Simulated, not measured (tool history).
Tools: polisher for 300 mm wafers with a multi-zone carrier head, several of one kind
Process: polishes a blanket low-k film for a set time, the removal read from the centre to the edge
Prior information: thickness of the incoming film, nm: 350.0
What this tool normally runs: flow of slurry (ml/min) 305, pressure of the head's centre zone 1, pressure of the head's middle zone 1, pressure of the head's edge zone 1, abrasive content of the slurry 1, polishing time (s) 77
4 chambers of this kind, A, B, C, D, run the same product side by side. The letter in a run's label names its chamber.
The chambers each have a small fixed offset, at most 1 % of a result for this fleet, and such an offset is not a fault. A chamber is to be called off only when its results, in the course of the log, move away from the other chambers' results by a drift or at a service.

run	hour	flow of slurry (ml/min)	pressure of the head's centre zone	pressure of the head's middle zone	pressure of the head's edge zone	abrasive content of the slurry	polishing time (s)	film removed at the wafer's centre (Å)	film removed at mid-radius (Å)	film removed at the wafer's edge (Å)
# hour 6.7: chamber A: worn pad replaced by a new one
1D	11.1	305	1	1	1	1	77	254.95	260.68	265.41
2A	22.3	305	1	1	1	1	77	253.55	261.55	256.38
3C	28.7	305	1	1	1	1	77	255.82	262.67	256.27
4B	37	305	1	1	1	1	77	259.81	263.06	256.9
5C	49.2	305	1	1	1	1	77	252.46	256.53	251.34
# hour 55.5: chamber D: worn pad replaced by a new one
# hour 56.3: chamber B: worn pad replaced by a new one
6B	59.1	305	1	1	1	1	77	262.01	259.42	259.96
7A	66	305	1	1	1	1	77	260.17	262.68	251.59
# hour 76.7: chamber A: worn pad replaced by a new one
8D	76.8	305	1	1	1	1	77	251.93	256.58	263.97
# hour 77.9: chamber D: edge zone pressure recalibrated
9A	82.3	305	1	1	1	1	77	261.57	261.25	265.26
10C	91.9	305	1	1	1	1.2	77	271.15	269.77	267.49
11D	100.1	305	1	1	1	1.2	77	279.76	281.61	282.55
12B	106.2	305	1	1	1	1.2	77	277.3	280.77	281.48
13B	112.2	305	1	1	1	1.2	77	276.69	277.96	284.26
14C	118.2	305	1	1	1	1	77	241.16	243	247.72
15D	126.6	305	1	1	1	1	77	252.13	258.14	260.15
16A	133	305	0.9	1	1	1	77	224	259.87	256.28
17D	138.4	305	0.9	1	1	1	77	228.61	257.38	258.21
# hour 141.2: chamber A: worn pad replaced by a new one
18B	147.4	305	0.9	1	1	1	77	232.99	258.38	262.17
19A	155.1	305	0.9	1	1	1	77	226.1	259.91	252.6
# hour 156: chamber C: slurry nozzle cleaned
# hour 159.3: chamber B: worn pad replaced by a new one
20C	161	305	1	1	1	1	77	234.07	238.36	233.31
21B	167.1	305	1	1	1	1	77	261.91	257.29	255.09
# hour 169.2: chamber A: centre zone pressure recalibrated
# hour 172.2: chamber D: worn pad replaced by a new one
22D	178.1	340	1	1.05	1	1	77	261.61	271.94	258.42
23C	187.3	340	1	1.05	1	1	77	231.2	245.85	233.79
# hour 187.9: chamber A: slurry nozzle cleaned
24A	193.4	340	1	1.05	1	1	77	261.35	274.41	262.04
25C	203.2	340	1	1.05	1	1	77	227.56	244.89	229.2
26A	208.5	305	1	1	1	1	77	254.71	262.53	251.95
27B	219.8	305	0.94	1	0.89	1	77	241.35	260.02	245.86

Is one chamber off against the others, does the gauge drift, or is nothing wrong? If a chamber is off, say which, and what the likeliest cause is.

One chamber, C, drifts off from the rest bit by bit.
What lies behind it: removal rate lost through wear of the pad, % = 13.3.

Here are 4 candidates for chamber C's next run, each the usual settings with a change, their results left as question marks. Which one brings its results back in line with what the others give on the usual settings?
In-line tolerance around the mean of the other chambers on the usual settings: film removed at the wafer's centre (Å) 9.5; film removed at mid-radius (Å) 6; film removed at the wafer's edge (Å) 13
28C-1	228.5	310	1	1	1	1.05	86	?	?	?
28C-2	228.5	300	0.99	1	1	0.95	69	?	?	?
28C-3	228.5	310	1.01	1.01	1	1.05	94	?	?	?
28C-4	228.5	300	0.99	1	0.99	0.95	62	?	?	?

What the other chambers average on the usual settings: film removed at the wafer's centre (Å) 257.24; film removed at mid-radius (Å) 259.36; film removed at the wafer's edge (Å) 258.16
run	film removed at the wafer's centre (Å)	film removed at mid-radius (Å)	film removed at the wafer's edge (Å)
28C-1	255.55	257.88	258.47
28C-2	193.08	197.05	197.63
28C-3	282.37	284.43	282.48
28C-4	173.49	177.06	176.65
28C-1 is the one that brings the chamber's results back in line with the other chambers.
